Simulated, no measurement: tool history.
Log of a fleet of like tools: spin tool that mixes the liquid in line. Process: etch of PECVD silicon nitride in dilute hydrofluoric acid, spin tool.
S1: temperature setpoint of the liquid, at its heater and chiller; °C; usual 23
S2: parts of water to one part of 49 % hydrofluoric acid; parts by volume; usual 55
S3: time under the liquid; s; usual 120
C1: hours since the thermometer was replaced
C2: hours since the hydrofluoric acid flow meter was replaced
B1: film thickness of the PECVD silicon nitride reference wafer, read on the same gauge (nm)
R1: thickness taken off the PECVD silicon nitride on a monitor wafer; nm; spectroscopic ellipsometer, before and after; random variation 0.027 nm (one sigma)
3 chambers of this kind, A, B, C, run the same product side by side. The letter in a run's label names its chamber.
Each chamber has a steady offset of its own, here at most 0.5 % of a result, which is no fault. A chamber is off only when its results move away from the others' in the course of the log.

run   hour  S1  S2   S3      C1     C2      B1       R1
 1B    9.6  23  55  120  1416.3  402.6  29.999   5.8720
 2C   16.4  23  55  120  1383.5  103.2  29.997   5.8366
 3A   24.5  23  55  120  1895.9  379.6  30.022   5.8813
 4B   32.5  23  55  120  1439.2  425.5  30.020   5.9230
 5C   39.8  18  55  160  1406.9  126.6  30.003   5.4850
 6A   49.8  18  55  160  1921.2  404.9  30.028   5.5362
 7B   59.5  18  55  160  1466.2  452.5  30.038   5.5139
 8A   64.3  23  40   85  1935.7  419.4  29.981   5.6279
 9C   73.6  23  40   85  1440.7  160.4  29.969   5.6735
10B   79.7  23  40   85  1486.4  472.7  29.984   5.6848
      83.6  -- chamber B: hydrofluoric acid flow meter replaced
11C   89.6  23  55  120  1456.7  176.4  29.995   5.9156
12A   95.1  23  55  120  1966.5  450.2  30.019   5.8718
13B  100.5  23  55  120  1507.2   16.9  30.040   5.8949
14C  109.2  23  55  120  1476.3  196.0  29.979   5.8666
15A  117.2  23  55  120  1988.6  472.3  29.995   5.8391
16B  122.6  23  55  120  1529.3   39.0  29.990   5.8738
17A  127.3  23  55  120  1998.7  482.4  29.979   5.8417
18C  133.1  23  55  120  1500.2  219.9  29.977   5.9197
19A  142.8  23  55  120  2014.2  497.9  29.992   5.8945
20B  150.3  23  55  120  1557.0   66.7  30.058   5.8266
21C  155.2  27  80  120  1522.3  242.0  29.982   5.2659
22A  164.6  27  80  120  2036.0  519.7  29.967   5.3152
23B  173.7  27  80  120  1580.4   90.1  30.025   5.2914
24C  181.5  23  55  120  1548.6  268.3  30.040   5.8928
25C  190.6  23  55  120  1557.7  277.4  29.945   5.8566
26B  200.8  23  55  120  1607.5  117.2  30.022   5.8449
27A  205.5  23  55  120  2076.9  560.6  30.006   5.8856
28C  215.6  23  55  120  1582.7  302.4  29.974   5.8651
29B  221.2  23  45  175  1627.9  137.6  30.034  10.4280
30A  231.4  23  45  175  2102.8  586.5  30.023  10.3540

What goes on in this fleet: one chamber off, a drifting gauge, or nothing beyond the chambers' own small offsets? Name the chamber and the cause, if any.

No chamber stands off beyond its own small offset, and the gauge holds steady.
